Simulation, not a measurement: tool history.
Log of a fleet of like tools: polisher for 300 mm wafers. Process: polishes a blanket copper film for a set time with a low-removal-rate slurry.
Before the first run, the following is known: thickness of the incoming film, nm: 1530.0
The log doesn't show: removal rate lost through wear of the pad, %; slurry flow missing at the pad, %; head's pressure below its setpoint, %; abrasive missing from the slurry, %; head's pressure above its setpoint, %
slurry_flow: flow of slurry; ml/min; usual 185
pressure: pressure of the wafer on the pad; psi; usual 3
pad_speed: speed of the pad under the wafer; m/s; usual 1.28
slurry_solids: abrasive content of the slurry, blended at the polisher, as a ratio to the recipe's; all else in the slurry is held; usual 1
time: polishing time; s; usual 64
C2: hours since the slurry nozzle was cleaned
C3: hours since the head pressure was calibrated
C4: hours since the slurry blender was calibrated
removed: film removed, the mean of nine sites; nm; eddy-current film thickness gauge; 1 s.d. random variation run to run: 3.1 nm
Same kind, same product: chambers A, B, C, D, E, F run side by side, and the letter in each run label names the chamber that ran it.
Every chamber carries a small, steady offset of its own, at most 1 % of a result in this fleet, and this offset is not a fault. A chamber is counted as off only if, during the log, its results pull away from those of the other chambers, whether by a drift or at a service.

run 1A hour=6.8 | slurry_flow=185 pressure=3 pad_speed=1.28 slurry_solids=1 time=64 | wafers_polished_on_this_pad=419 C2=596.9 C3=592.3 C4=102.5 | removed=246.19
run 2F hour=13.3 | slurry_flow=185 pressure=3 pad_speed=1.28 slurry_solids=1 time=64 | wafers_polished_on_this_pad=899 C2=313.9 C3=183.1 C4=42.7 | removed=252.19
-- hour=16.2 chamber B: worn pad replaced by a new one
run 3D hour=19.7 | slurry_flow=185 pressure=3 pad_speed=1.28 slurry_solids=1 time=64 | wafers_polished_on_this_pad=877 C2=205.8 C3=795.1 C4=157.1 | removed=250.41
run 4E hour=25.1 | slurry_flow=185 pressure=3 pad_speed=1.28 slurry_solids=1 time=64 | wafers_polished_on_this_pad=206 C2=264 C3=55.3 C4=41.1 | removed=246.48
run 5C hour=30.7 | slurry_flow=185 pressure=3 pad_speed=1.28 slurry_solids=1 time=57 | wafers_polished_on_this_pad=504 C2=41.8 C3=534.3 C4=148.6 | removed=226.55
-- hour=34.8 chamber D: worn pad replaced by a new one
run 6B hour=34.8 | slurry_flow=185 pressure=3 pad_speed=1.28 slurry_solids=1 time=57 | wafers_polished_on_this_pad=137 C2=51.3 C3=763.5 C4=78.4 | removed=222.49
run 7B hour=38.8 | slurry_flow=185 pressure=3 pad_speed=1.28 slurry_solids=1 time=57 | wafers_polished_on_this_pad=166 C2=55.3 C3=767.5 C4=82.4 | removed=222.2
run 8C hour=42.9 | slurry_flow=185 pressure=3 pad_speed=1.28 slurry_solids=1 time=57 | wafers_polished_on_this_pad=594 C2=54 C3=546.5 C4=160.8 | removed=222.55
run 9E hour=47.4 | slurry_flow=185 pressure=3 pad_speed=1.28 slurry_solids=1 time=57 | wafers_polished_on_this_pad=370 C2=286.3 C3=77.6 C4=63.4 | removed=222.13
run 10A hour=52.7 | slurry_flow=185 pressure=3 pad_speed=1.28 slurry_solids=1 time=57 | wafers_polished_on_this_pad=757 C2=642.8 C3=638.2 C4=148.4 | removed=220.66
run 11F hour=57.8 | slurry_flow=185 pressure=3 pad_speed=1.28 slurry_solids=1 time=64 | wafers_polished_on_this_pad=1227 C2=358.4 C3=227.6 C4=87.2 | removed=251.75
-- hour=57.9 chamber F: slurry nozzle cleaned
run 12D hour=64.3 | slurry_flow=185 pressure=3 pad_speed=1.28 slurry_solids=1 time=64 | wafers_polished_on_this_pad=217 C2=250.4 C3=839.7 C4=201.7 | removed=248.3
run 13D hour=68.7 | slurry_flow=185 pressure=3 pad_speed=1.28 slurry_solids=1 time=64 | wafers_polished_on_this_pad=249 C2=254.8 C3=844.1 C4=206.1 | removed=252.81
run 14F hour=72.8 | slurry_flow=185 pressure=3 pad_speed=1.28 slurry_solids=1 time=64 | wafers_polished_on_this_pad=1337 C2=15 C3=242.6 C4=102.2 | removed=254.5
run 15C hour=75.8 | slurry_flow=185 pressure=3 pad_speed=1.28 slurry_solids=1 time=64 | wafers_polished_on_this_pad=836 C2=86.9 C3=579.4 C4=193.7 | removed=250.46
-- hour=77.3 chamber B: slurry blender recalibrated
run 16A hour=79.7 | slurry_flow=185 pressure=3 pad_speed=1.28 slurry_solids=1 time=64 | wafers_polished_on_this_pad=955 C2=669.8 C3=665.2 C4=175.4 | removed=249.74
-- hour=80.5 chamber A: slurry nozzle cleaned
run 17E hour=82.7 | slurry_flow=185 pressure=3 pad_speed=1.28 slurry_solids=1 time=64 | wafers_polished_on_this_pad=630 C2=321.6 C3=112.9 C4=98.7 | removed=254.44
-- hour=83.8 chamber B: head pressure recalibrated
-- hour=85.1 chamber A: worn pad replaced by a new one
run 18B hour=86.7 | slurry_flow=185 pressure=3 pad_speed=1.28 slurry_solids=1 time=64 | wafers_polished_on_this_pad=519 C2=103.2 C3=3 C4=9.4 | removed=250.54
-- hour=88.4 chamber F: worn pad replaced by a new one
run 19F hour=91.7 | slurry_flow=185 pressure=3 pad_speed=1.28 slurry_solids=1 time=64 | wafers_polished_on_this_pad=24 C2=33.9 C3=261.5 C4=121.1 | removed=255.5
run 20B hour=95 | slurry_flow=185 pressure=3 pad_speed=1.28 slurry_solids=1 time=64 | wafers_polished_on_this_pad=580 C2=111.5 C3=11.3 C4=17.7 | removed=248.91
run 21E hour=100.2 | slurry_flow=185 pressure=3 pad_speed=1.28 slurry_solids=1 time=64 | wafers_polished_on_this_pad=759 C2=339.1 C3=130.4 C4=116.2 | removed=251.06
run 22D hour=104 | slurry_flow=185 pressure=3 pad_speed=1.28 slurry_solids=1 time=64 | wafers_polished_on_this_pad=509 C2=290.1 C3=879.4 C4=241.4 | removed=251.78
run 23A hour=109.9 | slurry_flow=185 pressure=3 pad_speed=1.28 slurry_solids=1 time=64 | wafers_polished_on_this_pad=183 C2=29.5 C3=695.4 C4=205.6 | removed=244.8
-- hour=111.9 chamber E: slurry nozzle cleaned
run 24C hour=113.5 | slurry_flow=185 pressure=3 pad_speed=1.28 slurry_solids=1 time=64 | wafers_polished_on_this_pad=1114 C2=124.6 C3=617.1 C4=231.4 | removed=245.84
run 25E hour=116.6 | slurry_flow=185 pressure=3 pad_speed=1.28 slurry_solids=1 time=64 | wafers_polished_on_this_pad=879 C2=4.8 C3=146.8 C4=132.6 | removed=247.65
run 26F hour=120.2 | slurry_flow=185 pressure=3 pad_speed=1.28 slurry_solids=1 time=64 | wafers_polished_on_this_pad=234 C2=62.4 C3=290 C4=149.6 | removed=251.57
run 27C hour=124.3 | slurry_flow=185 pressure=3 pad_speed=1.28 slurry_solids=1 time=64 | wafers_polished_on_this_pad=1193 C2=135.4 C3=627.9 C4=242.2 | removed=239.47
run 28A hour=129.4 | slurry_flow=185 pressure=3 pad_speed=1.28 slurry_solids=1 time=64 | wafers_polished_on_this_pad=326 C2=49 C3=714.9 C4=225.1 | removed=247.91
-- hour=134 chamber E: slurry blender recalibrated
run 29B hour=135.9 | slurry_flow=185 pressure=3 pad_speed=1.28 slurry_solids=1 time=64 | wafers_polished_on_this_pad=881 C2=152.4 C3=52.2 C4=58.6 | removed=250.08
run 30D hour=140.6 | slurry_flow=185 pressure=3 pad_speed=1.28 slurry_solids=1 time=64 | wafers_polished_on_this_pad=779 C2=326.7 C3=916 C4=278 | removed=251.77
-- hour=142.7 chamber C: worn pad replaced by a new one
-- hour=143.5 chamber A: slurry blender recalibrated
run 31C hour=144 | slurry_flow=185 pressure=3 pad_speed=1.28 slurry_solids=1 time=64 | wafers_polished_on_this_pad=9 C2=155.1 C3=647.6 C4=261.9 | removed=241.58
run 32D hour=150.5 | slurry_flow=185 pressure=3 pad_speed=1.28 slurry_solids=1 time=64 | wafers_polished_on_this_pad=851 C2=336.6 C3=925.9 C4=287.9 | removed=250.53
-- hour=150.7 chamber D: worn pad replaced by a new one
run 33F hour=155.3 | slurry_flow=185 pressure=3 pad_speed=1.28 slurry_solids=0.9 time=54 | wafers_polished_on_this_pad=493 C2=97.5 C3=325.1 C4=184.7 | removed=205.43
run 34E hour=160.7 | slurry_flow=185 pressure=3 pad_speed=1.28 slurry_solids=0.9 time=54 | wafers_polished_on_this_pad=1204 C2=48.9 C3=190.9 C4=26.7 | removed=208.54
run 35A hour=164.9 | slurry_flow=185 pressure=3 pad_speed=1.28 slurry_solids=0.9 time=54 | wafers_polished_on_this_pad=588 C2=84.5 C3=750.4 C4=21.4 | removed=202.83
run 36B hour=169.7 | slurry_flow=185 pressure=3 pad_speed=1.28 slurry_solids=0.9 time=54 | wafers_polished_on_this_pad=1130 C2=186.2 C3=86 C4=92.4 | removed=202.91
run 37E hour=176.5 | slurry_flow=185 pressure=3 pad_speed=1.28 slurry_solids=0.9 time=54 | wafers_polished_on_this_pad=1320 C2=64.7 C3=206.7 C4=42.5 | removed=207.2
-- hour=179.6 chamber D: head pressure recalibrated
run 38D hour=179.9 | slurry_flow=185 pressure=3 pad_speed=1.28 slurry_solids=0.9 time=54 | wafers_polished_on_this_pad=215 C2=366 C3=0.4 C4=317.3 | removed=207.83

All chambers now run identical settings, listed one chamber a line with results as question marks. What results will each chamber show?
run 39A hour=184.9 | slurry_flow=185 pressure=3 pad_speed=1.28 slurry_solids=1 time=57 | removed=?
run 39B hour=184.9 | slurry_flow=185 pressure=3 pad_speed=1.28 slurry_solids=1 time=57 | removed=?
run 39C hour=184.9 | slurry_flow=185 pressure=3 pad_speed=1.28 slurry_solids=1 time=57 | removed=?
run 39D hour=184.9 | slurry_flow=185 pressure=3 pad_speed=1.28 slurry_solids=1 time=57 | removed=?
run 39E hour=184.9 | slurry_flow=185 pressure=3 pad_speed=1.28 slurry_solids=1 time=57 | removed=?
run 39F hour=184.9 | slurry_flow=185 pressure=3 pad_speed=1.28 slurry_solids=1 time=57 | removed=?

run=39A removed=220.84
run=39B removed=217.04
run=39C removed=210.78
run=39D removed=223.68
run=39E removed=218.34
run=39F removed=220.92

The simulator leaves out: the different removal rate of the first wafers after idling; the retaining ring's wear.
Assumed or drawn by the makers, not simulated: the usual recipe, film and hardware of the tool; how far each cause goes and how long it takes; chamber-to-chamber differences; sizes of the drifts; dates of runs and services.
